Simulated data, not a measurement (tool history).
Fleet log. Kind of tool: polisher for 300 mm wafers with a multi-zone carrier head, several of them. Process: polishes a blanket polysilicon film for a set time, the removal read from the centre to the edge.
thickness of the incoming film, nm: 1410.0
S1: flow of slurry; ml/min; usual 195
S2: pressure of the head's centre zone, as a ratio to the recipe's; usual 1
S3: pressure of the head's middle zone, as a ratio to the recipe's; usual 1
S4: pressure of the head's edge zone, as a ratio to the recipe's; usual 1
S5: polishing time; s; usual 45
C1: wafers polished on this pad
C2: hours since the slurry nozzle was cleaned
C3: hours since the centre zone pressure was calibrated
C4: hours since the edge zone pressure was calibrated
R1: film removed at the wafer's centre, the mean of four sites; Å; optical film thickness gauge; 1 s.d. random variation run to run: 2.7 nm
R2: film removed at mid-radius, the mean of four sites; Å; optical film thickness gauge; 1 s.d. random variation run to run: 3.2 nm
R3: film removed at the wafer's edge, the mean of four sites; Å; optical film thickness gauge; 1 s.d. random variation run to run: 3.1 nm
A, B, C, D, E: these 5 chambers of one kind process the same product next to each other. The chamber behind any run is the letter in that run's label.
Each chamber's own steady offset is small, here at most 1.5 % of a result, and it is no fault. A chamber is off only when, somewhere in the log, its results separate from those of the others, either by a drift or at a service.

{"hour": 4.8, "done": "chamber C: worn pad replaced by a new one"}
{"run": "1B", "hour": 11.5, "S1": 195, "S2": 1, "S3": 1, "S4": 1, "S5": 45, "C1": 479, "C2": 408, "C3": 736, "C4": 235.1, "R1": 2572.6, "R2": 2540.8, "R3": 2523.3}
{"run": "2C", "hour": 16.8, "S1": 195, "S2": 1, "S3": 1, "S4": 1, "S5": 45, "C1": 162, "C2": 205.9, "C3": 537.7, "C4": 992.6, "R1": 2563.5, "R2": 2529.4, "R3": 2621.9}
{"hour": 24.3, "done": "chamber C: edge zone pressure recalibrated"}
{"run": "3D", "hour": 28.3, "S1": 195, "S2": 1, "S3": 1, "S4": 1, "S5": 45, "C1": 851, "C2": 173.3, "C3": 94, "C4": 684.2, "R1": 2596.8, "R2": 2569, "R3": 2561.6}
{"hour": 30.5, "done": "chamber D: worn pad replaced by a new one"}
{"run": "4E", "hour": 36.1, "S1": 195, "S2": 1, "S3": 1, "S4": 1, "S5": 45, "C1": 616, "C2": 207.1, "C3": 261.9, "C4": 175.5, "R1": 2522.2, "R2": 2624.2, "R3": 2535}
{"hour": 38.9, "done": "chamber A: worn pad replaced by a new one"}
{"hour": 44.5, "done": "chamber E: worn pad replaced by a new one"}
{"run": "5A", "hour": 45.5, "S1": 195, "S2": 1, "S3": 1, "S4": 1, "S5": 45, "C1": 90, "C2": 275.5, "C3": 420.7, "C4": 154.3, "R1": 2543.1, "R2": 2529.5, "R3": 2563}
{"run": "6B", "hour": 50.6, "S1": 195, "S2": 1, "S3": 1, "S4": 1, "S5": 45, "C1": 1008, "C2": 447.1, "C3": 775.1, "C4": 274.2, "R1": 2573.5, "R2": 2599.5, "R3": 2581.6}
{"run": "7E", "hour": 55.7, "S1": 195, "S2": 1, "S3": 1, "S4": 1, "S5": 45, "C1": 151, "C2": 226.7, "C3": 281.5, "C4": 195.1, "R1": 2518.2, "R2": 2470.8, "R3": 2500.3}
{"hour": 63.9, "done": "chamber B: worn pad replaced by a new one"}
{"run": "8A", "hour": 66.8, "S1": 195, "S2": 1, "S3": 1, "S4": 1, "S5": 45, "C1": 378, "C2": 296.8, "C3": 442, "C4": 175.6, "R1": 2528.1, "R2": 2490.5, "R3": 2597.6}
{"run": "9C", "hour": 74.0, "S1": 195, "S2": 1, "S3": 1, "S4": 1, "S5": 45, "C1": 937, "C2": 263.1, "C3": 594.9, "C4": 49.7, "R1": 2592.8, "R2": 2532, "R3": 2542.4}
{"hour": 76.4, "done": "chamber C: worn pad replaced by a new one"}
{"run": "10D", "hour": 80.3, "S1": 195, "S2": 1, "S3": 1, "S4": 1, "S5": 45, "C1": 674, "C2": 225.3, "C3": 146, "C4": 736.2, "R1": 2579.7, "R2": 2576.7, "R3": 2521.3}
{"run": "11A", "hour": 86.5, "S1": 250, "S2": 1, "S3": 1, "S4": 0.92, "S5": 45, "C1": 645, "C2": 316.5, "C3": 461.7, "C4": 195.3, "R1": 2690.5, "R2": 2601.3, "R3": 2503.7}
{"hour": 91.4, "done": "chamber D: worn pad replaced by a new one"}
{"run": "12D", "hour": 92.6, "S1": 250, "S2": 1, "S3": 1, "S4": 0.92, "S5": 45, "C1": 17, "C2": 237.6, "C3": 158.3, "C4": 748.5, "R1": 2699, "R2": 2621.3, "R3": 2521.6}
{"run": "13C", "hour": 103.5, "S1": 250, "S2": 1, "S3": 1, "S4": 0.92, "S5": 45, "C1": 368, "C2": 292.6, "C3": 624.4, "C4": 79.2, "R1": 2606.6, "R2": 2701.3, "R3": 2517.8}
{"hour": 105.8, "done": "chamber E: centre zone pressure recalibrated"}
{"hour": 108.8, "done": "chamber E: worn pad replaced by a new one"}
{"run": "14B", "hour": 112.6, "S1": 250, "S2": 1, "S3": 1, "S4": 0.92, "S5": 45, "C1": 660, "C2": 509.1, "C3": 837.1, "C4": 336.2, "R1": 2723, "R2": 2646.7, "R3": 2522.9}
{"hour": 115.4, "done": "chamber B: centre zone pressure recalibrated"}
{"run": "15E", "hour": 123.4, "S1": 250, "S2": 1, "S3": 1, "S4": 0.92, "S5": 45, "C1": 197, "C2": 294.4, "C3": 17.7, "C4": 262.8, "R1": 2653.6, "R2": 2584.4, "R3": 2525.6}
{"run": "16B", "hour": 134.8, "S1": 195, "S2": 1, "S3": 1, "S4": 1, "S5": 45, "C1": 961, "C2": 531.3, "C3": 19.5, "C4": 358.4, "R1": 2565, "R2": 2534.1, "R3": 2562.8}
{"run": "17C", "hour": 139.9, "S1": 195, "S2": 1, "S3": 1, "S4": 1, "S5": 45, "C1": 861, "C2": 329, "C3": 660.8, "C4": 115.6, "R1": 2625.7, "R2": 2580.3, "R3": 2541.4}
{"hour": 144.1, "done": "chamber A: centre zone pressure recalibrated"}
{"hour": 147.3, "done": "chamber D: worn pad replaced by a new one"}
{"run": "18A", "hour": 149.4, "S1": 140, "S2": 1, "S3": 1, "S4": 1, "S5": 45, "C1": 1497, "C2": 379.4, "C3": 5.4, "C4": 258.2, "R1": 2413.1, "R2": 2356.4, "R3": 2489.6}
{"hour": 152.3, "done": "chamber A: worn pad replaced by a new one"}
{"hour": 154.1, "done": "chamber C: worn pad replaced by a new one"}
{"run": "19E", "hour": 159.2, "S1": 140, "S2": 1, "S3": 1, "S4": 1, "S5": 45, "C1": 682, "C2": 330.2, "C3": 53.5, "C4": 298.6, "R1": 2373.6, "R2": 2394.1, "R3": 2487.5}
{"hour": 162.7, "done": "chamber B: worn pad replaced by a new one"}
{"run": "20D", "hour": 164.7, "S1": 140, "S2": 1, "S3": 1, "S4": 1, "S5": 45, "C1": 236, "C2": 309.7, "C3": 230.4, "C4": 820.6, "R1": 2420.2, "R2": 2381.5, "R3": 2431.9}
{"hour": 165.4, "done": "chamber E: worn pad replaced by a new one"}
{"run": "21A", "hour": 172.3, "S1": 140, "S2": 1, "S3": 1, "S4": 1, "S5": 45, "C1": 271, "C2": 402.3, "C3": 28.3, "C4": 281.1, "R1": 2403.5, "R2": 2400.9, "R3": 2496}
{"run": "22B", "hour": 182.5, "S1": 140, "S2": 1, "S3": 1, "S4": 1, "S5": 45, "C1": 268, "C2": 579, "C3": 67.2, "C4": 406.1, "R1": 2361.8, "R2": 2434.5, "R3": 2470.4}
{"run": "23E", "hour": 188.6, "S1": 195, "S2": 1, "S3": 1, "S4": 1, "S5": 45, "C1": 315, "C2": 359.6, "C3": 82.9, "C4": 328, "R1": 2462.3, "R2": 2534.2, "R3": 2548.2}
{"run": "24D", "hour": 194.5, "S1": 195, "S2": 1, "S3": 1, "S4": 1, "S5": 45, "C1": 639, "C2": 339.5, "C3": 260.2, "C4": 850.4, "R1": 2566.8, "R2": 2518, "R3": 2562.3}
{"run": "25C", "hour": 204.2, "S1": 195, "S2": 1, "S3": 1, "S4": 1, "S5": 36, "C1": 679, "C2": 393.3, "C3": 725.1, "C4": 179.9, "R1": 2158.6, "R2": 2080, "R3": 2052.4}
{"hour": 206.0, "done": "chamber A: slurry nozzle cleaned"}
{"hour": 206.5, "done": "chamber D: worn pad replaced by a new one"}
{"run": "26B", "hour": 214.1, "S1": 195, "S2": 1, "S3": 1, "S4": 1, "S5": 36, "C1": 696, "C2": 610.6, "C3": 98.8, "C4": 437.7, "R1": 2044.5, "R2": 2015.5, "R3": 2079.2}
{"run": "27A", "hour": 220.9, "S1": 195, "S2": 1, "S3": 1, "S4": 1, "S5": 36, "C1": 930, "C2": 15, "C3": 76.9, "C4": 329.7, "R1": 2056.5, "R2": 2051, "R3": 2064.1}
{"hour": 223.0, "done": "chamber E: worn pad replaced by a new one"}
{"hour": 224.2, "done": "chamber C: worn pad replaced by a new one"}
{"run": "28D", "hour": 226.2, "S1": 195, "S2": 1, "S3": 1, "S4": 1, "S5": 36, "C1": 267, "C2": 371.2, "C3": 291.9, "C4": 882.1, "R1": 2073.5, "R2": 2030, "R3": 2080.2}
{"run": "29E", "hour": 236.9, "S1": 195, "S2": 1, "S3": 1, "S4": 1, "S5": 36, "C1": 188, "C2": 407.9, "C3": 131.2, "C4": 376.3, "R1": 2016.1, "R2": 2019.3, "R3": 2029}
{"run": "30C", "hour": 242.7, "S1": 195, "S2": 1, "S3": 1, "S4": 1, "S5": 45, "C1": 251, "C2": 431.8, "C3": 763.6, "C4": 218.4, "R1": 2779.5, "R2": 2607, "R3": 2607.1}
{"hour": 244.0, "done": "chamber A: worn pad replaced by a new one"}
{"run": "31C", "hour": 254.0, "S1": 195, "S2": 1, "S3": 1, "S4": 1, "S5": 45, "C1": 404, "C2": 443.1, "C3": 774.9, "C4": 229.7, "R1": 2783.8, "R2": 2558.5, "R3": 2582.5}
{"hour": 259.3, "done": "chamber D: worn pad replaced by a new one"}
{"run": "32D", "hour": 265.2, "S1": 195, "S2": 1, "S3": 1, "S4": 1, "S5": 45, "C1": 81, "C2": 410.2, "C3": 330.9, "C4": 921.1, "R1": 2555.2, "R2": 2574.4, "R3": 2544.7}
{"run": "33B", "hour": 270.7, "S1": 195, "S2": 1, "S3": 1, "S4": 1, "S5": 45, "C1": 1463, "C2": 667.2, "C3": 155.4, "C4": 494.3, "R1": 2587.5, "R2": 2594.4, "R3": 2555.4}
{"hour": 276.5, "done": "chamber E: worn pad replaced by a new one"}
{"run": "34A", "hour": 279.0, "S1": 195, "S2": 1, "S3": 1, "S4": 1, "S5": 45, "C1": 475, "C2": 73.1, "C3": 135, "C4": 387.8, "R1": 2569.5, "R2": 2544.1, "R3": 2532.2}
{"run": "35E", "hour": 286.4, "S1": 195, "S2": 1, "S3": 1, "S4": 1, "S5": 45, "C1": 134, "C2": 457.4, "C3": 180.7, "C4": 425.8, "R1": 2518.7, "R2": 2591.6, "R3": 2623.5}

Predict what each chamber gives when all 5 of them run the settings below next.
{"run": "36A", "hour": 294.7, "S1": 195, "S2": 1.08, "S3": 1, "S4": 1, "S5": 45, "R1": "?", "R2": "?", "R3": "?"}
{"run": "36B", "hour": 294.7, "S1": 195, "S2": 1.08, "S3": 1, "S4": 1, "S5": 45, "R1": "?", "R2": "?", "R3": "?"}
{"run": "36C", "hour": 294.7, "S1": 195, "S2": 1.08, "S3": 1, "S4": 1, "S5": 45, "R1": "?", "R2": "?", "R3": "?"}
{"run": "36D", "hour": 294.7, "S1": 195, "S2": 1.08, "S3": 1, "S4": 1, "S5": 45, "R1": "?", "R2": "?", "R3": "?"}
{"run": "36E", "hour": 294.7, "S1": 195, "S2": 1.08, "S3": 1, "S4": 1, "S5": 45, "R1": "?", "R2": "?", "R3": "?"}

run=36A R1=2777.7 R2=2536.6 R3=2551
run=36B R1=2760.4 R2=2583.4 R3=2572.8
run=36C R1=3180.3 R2=2499.8 R3=2573.2
run=36D R1=2779.5 R2=2534.9 R3=2527.7
run=36E R1=2743.3 R2=2548.2 R3=2543.7
